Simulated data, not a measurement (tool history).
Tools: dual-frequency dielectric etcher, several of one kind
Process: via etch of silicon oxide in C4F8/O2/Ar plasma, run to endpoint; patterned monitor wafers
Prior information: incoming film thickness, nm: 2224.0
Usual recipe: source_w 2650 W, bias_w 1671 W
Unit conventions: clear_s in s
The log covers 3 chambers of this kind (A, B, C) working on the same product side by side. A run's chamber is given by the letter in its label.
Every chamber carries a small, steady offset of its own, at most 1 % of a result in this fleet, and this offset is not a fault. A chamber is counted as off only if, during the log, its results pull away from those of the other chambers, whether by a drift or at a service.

run   hour  source_w  bias_w  hours since the last wet clean  hours since the last source power generator calibration  hours since the last bias power generator calibration  clear_s
 1A    4.4      2650    1671                           323.1                                                   1399.9                                                 2166.9   408.43
 2B    8.4      2650    1671                           123.4                                                   3438.8                                                 2362.2   412.62
 3C   13.4      2650    1671                           232.2                                                   3631.1                                                 1564.7   412.38
 4B   17.0      2650    1671                           132.0                                                   3447.4                                                 2370.8   414.79
 5A   21.9      2650    1671                           340.6                                                   1417.4                                                 2184.4   407.73
 6C   25.1      2650    1671                           243.9                                                   3642.8                                                 1576.4   413.29
 7C   30.2      2650    1671                           249.0                                                   3647.9                                                 1581.5   415.72
 8B   33.3      3110    2007                           148.3                                                   3463.7                                                 2387.1   372.65
 9A   36.8      3110    2007                           355.5                                                   1432.3                                                 2199.3   365.64
10B   41.3      3110    2007                           156.3                                                   3471.7                                                 2395.1   371.94
11C   46.6      2650    1671                           265.4                                                   3664.3                                                 1597.9   415.61
12A   49.9      2650    1671                           368.6                                                   1445.4                                                 2212.4   411.19
13C   55.4      2650    1671                           274.2                                                   3673.1                                                 1606.7   415.04
14A   58.8      2650    1671                           377.5                                                   1454.3                                                 2221.3   407.32
15B   62.1      2650    1671                           177.1                                                   3492.5                                                 2415.9   414.97
16C   67.5      2650    1671                           286.3                                                   3685.2                                                 1618.8   411.92
17B   72.3      2650    1671                           187.3                                                   3502.7                                                 2426.1   415.23
18A   74.9      2650    1671                           393.6                                                   1470.4                                                 2237.4   407.41
19A   78.7      2650    1671                           397.4                                                   1474.2                                                 2241.2   409.89
20B   81.5      2650    1671                           196.5                                                   3511.9                                                 2435.3   416.77
21C   86.1      2650    1671                           304.9                                                   3703.8                                                 1637.4   408.95
22C   88.8      2650    1671                           307.6                                                   3706.5                                                 1640.1   406.17
23A   93.1      2650    1671                           411.8                                                   1488.6                                                 2255.6   410.07
24B   95.9      2210    1671                           210.9                                                   3526.3                                                 2449.7   446.15
      98.7  -- chamber A: wet clean of the chamber
25A  100.9      2210    1671                             2.3                                                   1496.4                                                 2263.4   441.75
26B  106.0      2210    1671                           221.0                                                   3536.4                                                 2459.8   446.71
27C  110.0      2650    1671                           328.8                                                   3727.7                                                 1661.3   403.19
28C  115.9      2930    1323                           334.7                                                   3733.6                                                 1667.2   411.05
29A  121.3      2930    1323                            22.7                                                   1516.8                                                 2283.8   413.70
30B  124.8      2930    1323                           239.8                                                   3555.2                                                 2478.6   419.46
31B  129.8      2650    1671                           244.8                                                   3560.2                                                 2483.6   412.67
32C  133.5      2650    1671                           352.3                                                   3751.2                                                 1684.8   391.47
33A  136.7      2650    1671                            38.1                                                   1532.2                                                 2299.2   413.44
34A  140.7      2650    1671                            42.1                                                   1536.2                                                 2303.2   413.01
35B  143.9      2650    1671                           258.9                                                   3574.3                                                 2497.7   414.23
36C  149.1      2650    1671                           367.9                                                   3766.8                                                 1700.4   391.85

Next, all 3 chambers run the settings below, one line each with question marks for the results. What does each chamber give?
37A  153.4      2650    1671                                                                                                                                                        ?
37B  153.4      2650    1671                                                                                                                                                        ?
37C  153.4      2650    1671                                                                                                                                                        ?

run  clear_s
37A   415.10
37B   414.64
37C   390.17

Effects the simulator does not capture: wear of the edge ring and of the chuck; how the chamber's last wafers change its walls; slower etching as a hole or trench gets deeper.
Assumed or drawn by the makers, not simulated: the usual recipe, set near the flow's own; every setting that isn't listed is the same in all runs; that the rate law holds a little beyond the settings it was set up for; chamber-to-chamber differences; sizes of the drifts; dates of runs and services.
